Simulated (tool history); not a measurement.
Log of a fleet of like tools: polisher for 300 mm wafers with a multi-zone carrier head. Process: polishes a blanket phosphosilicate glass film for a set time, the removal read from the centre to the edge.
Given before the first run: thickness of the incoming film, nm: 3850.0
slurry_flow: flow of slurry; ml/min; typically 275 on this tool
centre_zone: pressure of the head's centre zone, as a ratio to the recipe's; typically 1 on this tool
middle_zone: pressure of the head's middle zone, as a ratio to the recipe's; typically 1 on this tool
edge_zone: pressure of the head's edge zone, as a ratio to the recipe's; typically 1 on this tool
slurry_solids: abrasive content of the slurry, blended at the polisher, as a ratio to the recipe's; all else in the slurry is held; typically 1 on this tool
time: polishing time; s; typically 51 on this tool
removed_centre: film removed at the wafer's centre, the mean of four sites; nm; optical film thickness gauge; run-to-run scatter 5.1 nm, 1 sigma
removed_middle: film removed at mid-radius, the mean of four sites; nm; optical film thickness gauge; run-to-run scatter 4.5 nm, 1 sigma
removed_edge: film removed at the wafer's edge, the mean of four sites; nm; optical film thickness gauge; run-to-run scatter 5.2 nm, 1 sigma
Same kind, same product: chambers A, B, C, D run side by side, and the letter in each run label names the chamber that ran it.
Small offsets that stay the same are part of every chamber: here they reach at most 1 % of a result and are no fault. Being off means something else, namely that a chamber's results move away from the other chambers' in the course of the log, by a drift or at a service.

| run | day | slurry_flow | centre_zone | middle_zone | edge_zone | slurry_solids | time | wafers polished on this pad | hours since the slurry nozzle was cleaned | hours since the centre zone pressure was calibrated | hours since the edge zone pressure was calibrated | removed_centre | removed_middle | removed_edge |
|---|---|---|---|---|---|---|---|---|---|---|---|---|---|---|
| 1B | 0.379 | 275 | 1 | 1 | 1 | 1 | 51 | 585 | 545 | 113.8 | 769.3 | 360.79 | 360.43 | 349.74 |
|  | 0.625 | chamber A: worn pad replaced by a new one |
| 2D | 0.717 | 275 | 1 | 1 | 1 | 1 | 51 | 308 | 250.8 | 479.6 | 66.8 | 350.07 | 352.85 | 356.67 |
| 3C | 1.112 | 275 | 1 | 1 | 1 | 1 | 51 | 464 | 131.2 | 639.1 | 222.6 | 358.41 | 357.22 | 354.96 |
|  | 1.133 | chamber B: worn pad replaced by a new one |
|  | 1.229 | chamber B: slurry nozzle cleaned |
| 4A | 1.408 | 275 | 1 | 1 | 1 | 1 | 51 | 248 | 220.4 | 110.7 | 123.2 | 351.84 | 356.47 | 362.3 |
| 5A | 1.883 | 275 | 1 | 1 | 1 | 1 | 51 | 398 | 231.8 | 122.1 | 134.6 | 358.99 | 359.3 | 364.79 |
|  | 2.029 | chamber D: worn pad replaced by a new one |
| 6B | 2.333 | 275 | 1 | 1 | 1 | 1 | 51 | 379 | 26.6 | 160.7 | 816.2 | 369.6 | 357.45 | 349.88 |
|  | 2.483 | chamber C: worn pad replaced by a new one |
| 7C | 2.575 | 275 | 1 | 1 | 1 | 1 | 51 | 29 | 166.3 | 674.2 | 257.7 | 363.63 | 350.05 | 360.7 |
| 8D | 3 | 275 | 0.89 | 1 | 1.05 | 1 | 51 | 306 | 305.6 | 534.4 | 121.6 | 309.75 | 353.18 | 369.2 |
| 9B | 3.317 | 275 | 0.89 | 1 | 1.05 | 1 | 51 | 689 | 50.2 | 184.3 | 839.8 | 327.33 | 361.94 | 364.41 |
|  | 3.358 | chamber A: worn pad replaced by a new one |
| 10A | 3.771 | 275 | 0.89 | 1 | 1.05 | 1 | 51 | 130 | 277.1 | 167.4 | 179.9 | 309.82 | 358.29 | 367.2 |
| 11C | 4.188 | 275 | 0.89 | 1 | 1.05 | 1 | 51 | 538 | 205 | 712.9 | 296.4 | 316.7 | 358.27 | 363.23 |
|  | 4.208 | chamber B: worn pad replaced by a new one |
| 12D | 4.5 | 275 | 1 | 1.04 | 1 | 1 | 51 | 780 | 341.6 | 570.4 | 157.6 | 350.84 | 367.27 | 361.5 |
| 13A | 4.771 | 275 | 1 | 1.04 | 1 | 1 | 51 | 446 | 301.1 | 191.4 | 203.9 | 347.91 | 361.74 | 360.63 |
|  | 4.838 | chamber D: worn pad replaced by a new one |
| 14B | 5 | 275 | 1 | 1.04 | 1 | 1 | 51 | 250 | 90.6 | 224.7 | 880.2 | 366.55 | 368.35 | 358.44 |
|  | 5.292 | chamber C: worn pad replaced by a new one |
| 15D | 5.3 | 275 | 1 | 1.04 | 1 | 1 | 51 | 146 | 360.8 | 589.6 | 176.8 | 356.05 | 362.48 | 349.94 |
|  | 5.388 | chamber A: slurry nozzle cleaned |
| 16C | 5.629 | 275 | 1 | 1 | 1 | 1 | 51 | 107 | 239.6 | 747.5 | 331 | 349.96 | 352.15 | 355.7 |
| 17A | 6.033 | 275 | 1 | 1 | 1 | 1 | 51 | 845 | 15.5 | 221.7 | 234.2 | 364.49 | 363.25 | 360.61 |
|  | 6.217 | chamber A: worn pad replaced by a new one |
| 18D | 6.3 | 275 | 1 | 1 | 0.89 | 1 | 51 | 462 | 384.8 | 613.6 | 200.8 | 353.88 | 351.78 | 335.4 |
| 19B | 6.588 | 275 | 1 | 1 | 0.89 | 1 | 51 | 752 | 128.7 | 262.8 | 918.3 | 363.06 | 355.14 | 330.31 |
|  | 6.938 | chamber B: worn pad replaced by a new one |
| 20C | 7.025 | 275 | 1 | 1 | 0.89 | 1 | 51 | 548 | 273.1 | 781 | 364.5 | 358.28 | 363.54 | 338.57 |
|  | 7.358 | chamber D: worn pad replaced by a new one |
| 21B | 7.479 | 275 | 1 | 1 | 0.89 | 1 | 51 | 171 | 150.1 | 284.2 | 939.7 | 371.5 | 352.35 | 340.66 |
|  | 7.554 | chamber C: worn pad replaced by a new one |
| 22C | 7.871 | 275 | 1 | 1 | 1 | 1 | 51 | 100 | 293.4 | 801.3 | 384.8 | 354.07 | 361.48 | 364.44 |
| 23D | 8.3 | 275 | 1 | 1.1 | 1 | 1.2 | 51 | 298 | 432.8 | 661.6 | 248.8 | 380.38 | 417.44 | 376.06 |
|  | 8.575 | chamber A: worn pad replaced by a new one |
| 24A | 8.754 | 275 | 1 | 1.1 | 1 | 1.2 | 51 | 57 | 80.8 | 287 | 299.5 | 383.99 | 429.34 | 389.8 |
|  | 9.017 | chamber A: centre zone pressure recalibrated |
| 25D | 9.042 | 275 | 1 | 1.1 | 1 | 1.2 | 51 | 532 | 450.6 | 679.4 | 266.6 | 380.02 | 421.49 | 374.86 |
|  | 9.079 | chamber C: slurry nozzle cleaned |
| 26B | 9.358 | 275 | 1 | 1.1 | 1 | 1.2 | 51 | 765 | 195.2 | 329.3 | 984.8 | 407.2 | 418.98 | 377.38 |
|  | 9.758 | chamber C: worn pad replaced by a new one |
|  | 9.758 | chamber D: worn pad replaced by a new one |
| 27C | 9.796 | 275 | 1 | 1 | 1 | 1 | 51 | 12 | 17.3 | 847.5 | 431 | 356.66 | 355.72 | 369.59 |
| 28A | 10.042 | 275 | 1 | 1 | 1 | 1 | 51 | 464 | 111.7 | 24.6 | 330.4 | 352.8 | 359.46 | 353.39 |
|  | 10.204 | chamber B: worn pad replaced by a new one |
| 29A | 10.254 | 275 | 1 | 1 | 1 | 1 | 51 | 531 | 116.8 | 29.7 | 335.5 | 352.7 | 360.85 | 361.41 |
| 30B | 10.538 | 275 | 1 | 1 | 1 | 1 | 51 | 106 | 223.5 | 357.6 | 1013.1 | 378.34 | 366.29 | 357.84 |
| 31C | 10.917 | 335 | 1 | 0.94 | 1 | 1 | 51 | 366 | 44.2 | 874.4 | 457.9 | 378.32 | 340.36 | 366.58 |
|  | 11.1 | chamber A: worn pad replaced by a new one |
| 32D | 11.267 | 335 | 1 | 0.94 | 1 | 1 | 51 | 477 | 504 | 732.8 | 320 | 361.21 | 346.5 | 367.59 |
| 33D | 11.725 | 335 | 1 | 0.94 | 1 | 1 | 51 | 621 | 515 | 743.8 | 331 | 360.62 | 336.43 | 356.74 |
| 34A | 12.033 | 335 | 1 | 0.94 | 1 | 1 | 51 | 294 | 159.5 | 72.4 | 378.2 | 366.42 | 350.62 | 362.01 |
| 35B | 12.358 | 320 | 1 | 1.06 | 1 | 1 | 51 | 681 | 267.2 | 401.3 | 1056.8 | 392.79 | 381.83 | 353.16 |
|  | 12.529 | chamber C: worn pad replaced by a new one |
| 36C | 12.575 | 320 | 1 | 1.06 | 1 | 1 | 51 | 15 | 84 | 914.2 | 497.7 | 367.87 | 384.7 | 361.24 |

Predict what each chamber gives when all 4 of them run the settings below next.
| 37A | 12.917 | 275 | 1 | 1 | 1 | 1 | 51 |  |  |  |  | ? | ? | ? |
| 37B | 12.917 | 275 | 1 | 1 | 1 | 1 | 51 |  |  |  |  | ? | ? | ? |
| 37C | 12.917 | 275 | 1 | 1 | 1 | 1 | 51 |  |  |  |  | ? | ? | ? |
| 37D | 12.917 | 275 | 1 | 1 | 1 | 1 | 51 |  |  |  |  | ? | ? | ? |

| run | removed_centre | removed_middle | removed_edge |
|---|---|---|---|
| 37A | 358.71 | 359.48 | 358.68 |
| 37B | 386.28 | 362.49 | 351.48 |
| 37C | 363.6 | 364.06 | 360.83 |
| 37D | 362.47 | 354.52 | 356.46 |

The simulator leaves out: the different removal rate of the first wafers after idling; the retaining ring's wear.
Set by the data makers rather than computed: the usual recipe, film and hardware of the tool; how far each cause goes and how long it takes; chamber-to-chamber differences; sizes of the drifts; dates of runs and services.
